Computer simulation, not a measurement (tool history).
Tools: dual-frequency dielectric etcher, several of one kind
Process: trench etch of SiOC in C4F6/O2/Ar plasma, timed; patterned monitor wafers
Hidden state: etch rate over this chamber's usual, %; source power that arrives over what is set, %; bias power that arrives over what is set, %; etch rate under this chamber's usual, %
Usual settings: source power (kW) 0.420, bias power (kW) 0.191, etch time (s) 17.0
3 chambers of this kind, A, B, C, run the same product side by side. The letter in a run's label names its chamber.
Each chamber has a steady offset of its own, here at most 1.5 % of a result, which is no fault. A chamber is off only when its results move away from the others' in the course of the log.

run	hour	source power (kW)	bias power (kW)	etch time (s)	hours since the last wet clean	hours since the last source power generator calibration	hours since the last bias power generator calibration	read-back reference wafer on the same gauge, depth_nm	mean etch depth across the wafer (Å)
1B	4.8	0.420	0.191	17.0	314.9	530.1	1605.8	30.499	367.58
2C	7.8	0.420	0.191	17.0	213.1	403.7	3013.5	30.470	366.29
3A	12.4	0.420	0.191	17.0	50.6	2009.9	1400.0	30.467	367.99
4A	17.3	0.420	0.191	17.0	55.5	2014.8	1404.9	30.542	367.16
5B	19.6	0.420	0.191	17.0	329.7	544.9	1620.6	30.498	366.35
6C	24.2	0.420	0.191	17.0	229.5	420.1	3029.9	30.531	359.65
7A	28.3	0.420	0.191	17.0	66.5	2025.8	1415.9	30.514	367.74
8B	32.2	0.420	0.191	17.0	342.3	557.5	1633.2	30.493	366.73
# hour 36.3: chamber B: wet clean of the chamber
9C	37.1	0.420	0.191	17.0	242.4	433.0	3042.8	30.525	363.28
10B	41.0	0.420	0.191	17.0	4.7	566.3	1642.0	30.511	367.45
11C	44.1	0.420	0.191	17.0	249.4	440.0	3049.8	30.501	365.75
12A	46.7	0.420	0.191	17.0	84.9	2044.2	1434.3	30.533	370.15
13B	50.0	0.420	0.191	17.0	13.7	575.3	1651.0	30.487	371.36
14A	54.2	0.420	0.191	21.0	92.4	2051.7	1441.8	30.447	458.50
15C	58.3	0.420	0.191	21.0	263.6	454.2	3064.0	30.457	451.70
16B	63.1	0.420	0.191	21.0	26.8	588.4	1664.1	30.519	458.03
17A	66.7	0.420	0.191	17.0	104.9	2064.2	1454.3	30.524	373.12
18C	70.6	0.420	0.191	17.0	275.9	466.5	3076.3	30.532	361.78
19C	74.8	0.480	0.191	13.5	280.1	470.7	3080.5	30.498	302.41
20B	79.3	0.480	0.191	13.5	43.0	604.6	1680.3	30.485	308.48

All 3 chambers run these settings next. Forecast each chamber's results:
21A	82.8	0.390	0.191	17.0					?
21B	82.8	0.390	0.191	17.0					?
21C	82.8	0.390	0.191	17.0					?

run	mean etch depth across the wafer (Å)
21A	356.98
21B	356.75
21C	354.77

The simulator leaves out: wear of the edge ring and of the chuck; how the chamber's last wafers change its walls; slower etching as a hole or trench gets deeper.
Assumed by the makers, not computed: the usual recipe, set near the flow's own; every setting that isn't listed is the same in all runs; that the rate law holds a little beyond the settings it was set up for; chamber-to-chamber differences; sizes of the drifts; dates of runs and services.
